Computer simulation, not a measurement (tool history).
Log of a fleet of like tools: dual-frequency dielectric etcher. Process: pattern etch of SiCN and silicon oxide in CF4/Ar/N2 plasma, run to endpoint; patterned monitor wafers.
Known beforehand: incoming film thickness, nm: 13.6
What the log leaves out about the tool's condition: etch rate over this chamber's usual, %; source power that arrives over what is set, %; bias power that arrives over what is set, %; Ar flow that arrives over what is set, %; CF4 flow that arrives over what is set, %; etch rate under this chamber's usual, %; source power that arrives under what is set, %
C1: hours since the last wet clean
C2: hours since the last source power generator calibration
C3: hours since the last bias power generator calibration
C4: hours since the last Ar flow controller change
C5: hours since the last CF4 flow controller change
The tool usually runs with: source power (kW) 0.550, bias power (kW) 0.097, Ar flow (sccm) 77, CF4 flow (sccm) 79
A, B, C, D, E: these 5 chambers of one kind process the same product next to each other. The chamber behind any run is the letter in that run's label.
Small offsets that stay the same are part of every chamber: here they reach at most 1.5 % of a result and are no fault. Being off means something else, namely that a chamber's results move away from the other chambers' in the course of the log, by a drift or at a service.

{"run": "1B", "hour": 7.5, "source power (kW)": 0.55, "bias power (kW)": 0.097, "Ar flow (sccm)": 77, "CF4 flow (sccm)": 79, "C1": 410.2, "C2": 3726.2, "C3": 1817.5, "C4": 2284.3, "C5": 2996.5, "endpoint time (s)": 11.259}
{"run": "2D", "hour": 15.4, "source power (kW)": 0.55, "bias power (kW)": 0.097, "Ar flow (sccm)": 77, "CF4 flow (sccm)": 79, "C1": 239.7, "C2": 2492.6, "C3": 2530.1, "C4": 2393.2, "C5": 891.3, "endpoint time (s)": 11.313}
{"run": "3A", "hour": 20.8, "source power (kW)": 0.55, "bias power (kW)": 0.097, "Ar flow (sccm)": 77, "CF4 flow (sccm)": 79, "C1": 489.4, "C2": 58.0, "C3": 1498.8, "C4": 2637.9, "C5": 953.9, "endpoint time (s)": 11.499}
{"run": "4E", "hour": 27.0, "source power (kW)": 0.55, "bias power (kW)": 0.097, "Ar flow (sccm)": 77, "CF4 flow (sccm)": 79, "C1": 414.4, "C2": 824.0, "C3": 3339.7, "C4": 2711.9, "C5": 3174.4, "endpoint time (s)": 11.404}
{"hour": 29.6, "done": "chamber A: wet clean of the chamber"}
{"run": "5C", "hour": 31.7, "source power (kW)": 0.55, "bias power (kW)": 0.097, "Ar flow (sccm)": 77, "CF4 flow (sccm)": 79, "C1": 345.7, "C2": 1601.3, "C3": 2924.8, "C4": 1078.2, "C5": 2458.7, "endpoint time (s)": 11.31}
{"run": "6A", "hour": 37.8, "source power (kW)": 0.55, "bias power (kW)": 0.097, "Ar flow (sccm)": 77, "CF4 flow (sccm)": 79, "C1": 8.2, "C2": 75.0, "C3": 1515.8, "C4": 2654.9, "C5": 970.9, "endpoint time (s)": 11.558}
{"run": "7B", "hour": 46.3, "source power (kW)": 0.55, "bias power (kW)": 0.097, "Ar flow (sccm)": 77, "CF4 flow (sccm)": 79, "C1": 449.0, "C2": 3765.0, "C3": 1856.3, "C4": 2323.1, "C5": 3035.3, "endpoint time (s)": 11.328}
{"run": "8C", "hour": 52.4, "source power (kW)": 0.55, "bias power (kW)": 0.097, "Ar flow (sccm)": 77, "CF4 flow (sccm)": 79, "C1": 366.4, "C2": 1622.0, "C3": 2945.5, "C4": 1098.9, "C5": 2479.4, "endpoint time (s)": 11.213}
{"run": "9E", "hour": 60.0, "source power (kW)": 0.55, "bias power (kW)": 0.075, "Ar flow (sccm)": 77, "CF4 flow (sccm)": 79, "C1": 447.4, "C2": 857.0, "C3": 3372.7, "C4": 2744.9, "C5": 3207.4, "endpoint time (s)": 12.322}
{"run": "10D", "hour": 65.2, "source power (kW)": 0.55, "bias power (kW)": 0.075, "Ar flow (sccm)": 77, "CF4 flow (sccm)": 79, "C1": 289.5, "C2": 2542.4, "C3": 2579.9, "C4": 2443.0, "C5": 941.1, "endpoint time (s)": 12.275}
{"run": "11D", "hour": 69.5, "source power (kW)": 0.55, "bias power (kW)": 0.075, "Ar flow (sccm)": 77, "CF4 flow (sccm)": 79, "C1": 293.8, "C2": 2546.7, "C3": 2584.2, "C4": 2447.3, "C5": 945.4, "endpoint time (s)": 12.264}
{"run": "12C", "hour": 77.9, "source power (kW)": 0.55, "bias power (kW)": 0.075, "Ar flow (sccm)": 77, "CF4 flow (sccm)": 79, "C1": 391.9, "C2": 1647.5, "C3": 2971.0, "C4": 1124.4, "C5": 2504.9, "endpoint time (s)": 12.325}
{"run": "13A", "hour": 85.4, "source power (kW)": 0.55, "bias power (kW)": 0.075, "Ar flow (sccm)": 77, "CF4 flow (sccm)": 79, "C1": 55.8, "C2": 122.6, "C3": 1563.4, "C4": 2702.5, "C5": 1018.5, "endpoint time (s)": 12.459}
{"run": "14B", "hour": 89.8, "source power (kW)": 0.55, "bias power (kW)": 0.097, "Ar flow (sccm)": 67, "CF4 flow (sccm)": 95, "C1": 492.5, "C2": 3808.5, "C3": 1899.8, "C4": 2366.6, "C5": 3078.8, "endpoint time (s)": 10.931}
{"run": "15E", "hour": 94.7, "source power (kW)": 0.55, "bias power (kW)": 0.097, "Ar flow (sccm)": 67, "CF4 flow (sccm)": 95, "C1": 482.1, "C2": 891.7, "C3": 3407.4, "C4": 2779.6, "C5": 3242.1, "endpoint time (s)": 11.033}
{"run": "16A", "hour": 101.5, "source power (kW)": 0.55, "bias power (kW)": 0.097, "Ar flow (sccm)": 67, "CF4 flow (sccm)": 95, "C1": 71.9, "C2": 138.7, "C3": 1579.5, "C4": 2718.6, "C5": 1034.6, "endpoint time (s)": 11.128}
{"run": "17B", "hour": 111.0, "source power (kW)": 0.55, "bias power (kW)": 0.097, "Ar flow (sccm)": 67, "CF4 flow (sccm)": 95, "C1": 513.7, "C2": 3829.7, "C3": 1921.0, "C4": 2387.8, "C5": 3100.0, "endpoint time (s)": 11.01}
{"run": "18E", "hour": 117.4, "source power (kW)": 0.55, "bias power (kW)": 0.097, "Ar flow (sccm)": 67, "CF4 flow (sccm)": 95, "C1": 504.8, "C2": 914.4, "C3": 3430.1, "C4": 2802.3, "C5": 3264.8, "endpoint time (s)": 10.884}
{"hour": 122.7, "done": "chamber D: wet clean of the chamber"}
{"run": "19D", "hour": 126.9, "source power (kW)": 0.55, "bias power (kW)": 0.097, "Ar flow (sccm)": 77, "CF4 flow (sccm)": 79, "C1": 4.2, "C2": 2604.1, "C3": 2641.6, "C4": 2504.7, "C5": 1002.8, "endpoint time (s)": 11.291}
{"hour": 130.7, "done": "chamber B: wet clean of the chamber"}
{"run": "20C", "hour": 132.2, "source power (kW)": 0.55, "bias power (kW)": 0.097, "Ar flow (sccm)": 77, "CF4 flow (sccm)": 79, "C1": 446.2, "C2": 1701.8, "C3": 3025.3, "C4": 1178.7, "C5": 2559.2, "endpoint time (s)": 11.286}
{"run": "21C", "hour": 136.7, "source power (kW)": 0.55, "bias power (kW)": 0.109, "Ar flow (sccm)": 77, "CF4 flow (sccm)": 79, "C1": 450.7, "C2": 1706.3, "C3": 3029.8, "C4": 1183.2, "C5": 2563.7, "endpoint time (s)": 10.759}
{"hour": 140.2, "done": "chamber C: wet clean of the chamber"}
{"run": "22D", "hour": 142.2, "source power (kW)": 0.55, "bias power (kW)": 0.109, "Ar flow (sccm)": 77, "CF4 flow (sccm)": 79, "C1": 19.5, "C2": 2619.4, "C3": 2656.9, "C4": 2520.0, "C5": 1018.1, "endpoint time (s)": 10.966}
{"run": "23E", "hour": 151.4, "source power (kW)": 0.55, "bias power (kW)": 0.109, "Ar flow (sccm)": 77, "CF4 flow (sccm)": 79, "C1": 538.8, "C2": 948.4, "C3": 3464.1, "C4": 2836.3, "C5": 3298.8, "endpoint time (s)": 10.939}
{"run": "24A", "hour": 158.8, "source power (kW)": 0.55, "bias power (kW)": 0.109, "Ar flow (sccm)": 77, "CF4 flow (sccm)": 79, "C1": 129.2, "C2": 196.0, "C3": 1636.8, "C4": 2775.9, "C5": 1091.9, "endpoint time (s)": 11.082}
{"run": "25B", "hour": 167.3, "source power (kW)": 0.55, "bias power (kW)": 0.109, "Ar flow (sccm)": 77, "CF4 flow (sccm)": 79, "C1": 36.6, "C2": 3886.0, "C3": 1977.3, "C4": 2444.1, "C5": 3156.3, "endpoint time (s)": 10.506}
{"run": "26C", "hour": 175.2, "source power (kW)": 0.55, "bias power (kW)": 0.097, "Ar flow (sccm)": 77, "CF4 flow (sccm)": 79, "C1": 35.1, "C2": 1744.8, "C3": 3068.3, "C4": 1221.7, "C5": 2602.2, "endpoint time (s)": 11.329}
{"run": "27B", "hour": 180.5, "source power (kW)": 0.55, "bias power (kW)": 0.097, "Ar flow (sccm)": 77, "CF4 flow (sccm)": 79, "C1": 49.8, "C2": 3899.2, "C3": 1990.5, "C4": 2457.3, "C5": 3169.5, "endpoint time (s)": 10.922}
{"run": "28D", "hour": 189.9, "source power (kW)": 0.55, "bias power (kW)": 0.097, "Ar flow (sccm)": 77, "CF4 flow (sccm)": 79, "C1": 67.2, "C2": 2667.1, "C3": 2704.6, "C4": 2567.7, "C5": 1065.8, "endpoint time (s)": 11.35}
{"hour": 193.3, "done": "chamber E: wet clean of the chamber"}
{"run": "29E", "hour": 197.1, "source power (kW)": 0.55, "bias power (kW)": 0.097, "Ar flow (sccm)": 77, "CF4 flow (sccm)": 79, "C1": 3.9, "C2": 994.1, "C3": 3509.8, "C4": 2882.0, "C5": 3344.5, "endpoint time (s)": 11.334}
{"run": "30A", "hour": 204.6, "source power (kW)": 0.55, "bias power (kW)": 0.097, "Ar flow (sccm)": 77, "CF4 flow (sccm)": 79, "C1": 175.0, "C2": 241.8, "C3": 1682.6, "C4": 2821.7, "C5": 1137.7, "endpoint time (s)": 11.428}
{"hour": 205.2, "done": "chamber C: source power generator calibrated"}
{"run": "31B", "hour": 209.2, "source power (kW)": 0.55, "bias power (kW)": 0.097, "Ar flow (sccm)": 77, "CF4 flow (sccm)": 79, "C1": 78.5, "C2": 3927.9, "C3": 2019.2, "C4": 2486.0, "C5": 3198.2, "endpoint time (s)": 10.972}
{"run": "32D", "hour": 213.4, "source power (kW)": 0.55, "bias power (kW)": 0.097, "Ar flow (sccm)": 77, "CF4 flow (sccm)": 79, "C1": 90.7, "C2": 2690.6, "C3": 2728.1, "C4": 2591.2, "C5": 1089.3, "endpoint time (s)": 11.301}
{"run": "33A", "hour": 222.1, "source power (kW)": 0.55, "bias power (kW)": 0.097, "Ar flow (sccm)": 77, "CF4 flow (sccm)": 79, "C1": 192.5, "C2": 259.3, "C3": 1700.1, "C4": 2839.2, "C5": 1155.2, "endpoint time (s)": 11.547}
{"run": "34C", "hour": 226.3, "source power (kW)": 0.55, "bias power (kW)": 0.097, "Ar flow (sccm)": 77, "CF4 flow (sccm)": 79, "C1": 86.2, "C2": 21.2, "C3": 3119.4, "C4": 1272.8, "C5": 2653.3, "endpoint time (s)": 11.318}
{"run": "35E", "hour": 235.4, "source power (kW)": 0.68, "bias power (kW)": 0.097, "Ar flow (sccm)": 60, "CF4 flow (sccm)": 79, "C1": 42.2, "C2": 1032.4, "C3": 3548.1, "C4": 2920.3, "C5": 3382.8, "endpoint time (s)": 9.1248}
{"run": "36D", "hour": 241.0, "source power (kW)": 0.68, "bias power (kW)": 0.097, "Ar flow (sccm)": 60, "CF4 flow (sccm)": 79, "C1": 118.3, "C2": 2718.2, "C3": 2755.7, "C4": 2618.8, "C5": 1116.9, "endpoint time (s)": 9.0906}
{"run": "37A", "hour": 247.3, "source power (kW)": 0.68, "bias power (kW)": 0.097, "Ar flow (sccm)": 60, "CF4 flow (sccm)": 79, "C1": 217.7, "C2": 284.5, "C3": 1725.3, "C4": 2864.4, "C5": 1180.4, "endpoint time (s)": 9.3195}
{"run": "38E", "hour": 252.2, "source power (kW)": 0.68, "bias power (kW)": 0.097, "Ar flow (sccm)": 60, "CF4 flow (sccm)": 79, "C1": 59.0, "C2": 1049.2, "C3": 3564.9, "C4": 2937.1, "C5": 3399.6, "endpoint time (s)": 9.2069}
{"run": "39C", "hour": 256.5, "source power (kW)": 0.68, "bias power (kW)": 0.097, "Ar flow (sccm)": 60, "CF4 flow (sccm)": 79, "C1": 116.4, "C2": 51.4, "C3": 3149.6, "C4": 1303.0, "C5": 2683.5, "endpoint time (s)": 9.0756}
{"run": "40B", "hour": 262.9, "source power (kW)": 0.55, "bias power (kW)": 0.097, "Ar flow (sccm)": 77, "CF4 flow (sccm)": 79, "C1": 132.2, "C2": 3981.6, "C3": 2072.9, "C4": 2539.7, "C5": 3251.9, "endpoint time (s)": 10.887}

What goes on in this fleet: one chamber off, a drifting gauge, or nothing beyond the chambers' own small offsets? Name the chamber and the cause, if any.

Chamber B has stood off from the others ever since a service on it.
Most likely cause: etch rate over this chamber's usual, % = 3.89.

Chamber B could run next with any of the 4 candidate recipes listed below; each alters the usual settings, and their results appear as question marks. Which one brings its results back in line with what the other chambers deliver on the usual settings?
To be in line, a result may differ from the other chambers' mean on the usual settings by at most: endpoint time (s) 0.1900
{"run": "41B-1", "hour": 269.8, "source power (kW)": 0.56, "bias power (kW)": 0.097, "Ar flow (sccm)": 77, "CF4 flow (sccm)": 79, "endpoint time (s)": "?"}
{"run": "41B-2", "hour": 269.8, "source power (kW)": 0.55, "bias power (kW)": 0.093, "Ar flow (sccm)": 77, "CF4 flow (sccm)": 79, "endpoint time (s)": "?"}
{"run": "41B-3", "hour": 269.8, "source power (kW)": 0.55, "bias power (kW)": 0.109, "Ar flow (sccm)": 77, "CF4 flow (sccm)": 83, "endpoint time (s)": "?"}
{"run": "41B-4", "hour": 269.8, "source power (kW)": 0.52, "bias power (kW)": 0.097, "Ar flow (sccm)": 77, "CF4 flow (sccm)": 79, "endpoint time (s)": "?"}

Usual-settings mean across the other chambers: endpoint time (s) 11.3710
run=41B-1 endpoint_time_(s)=10.6770
run=41B-2 endpoint_time_(s)=11.0020
run=41B-3 endpoint_time_(s)=10.3760
run=41B-4 endpoint_time_(s)=11.4100
41B-4 is the one that brings the chamber's results back in line with the other chambers.
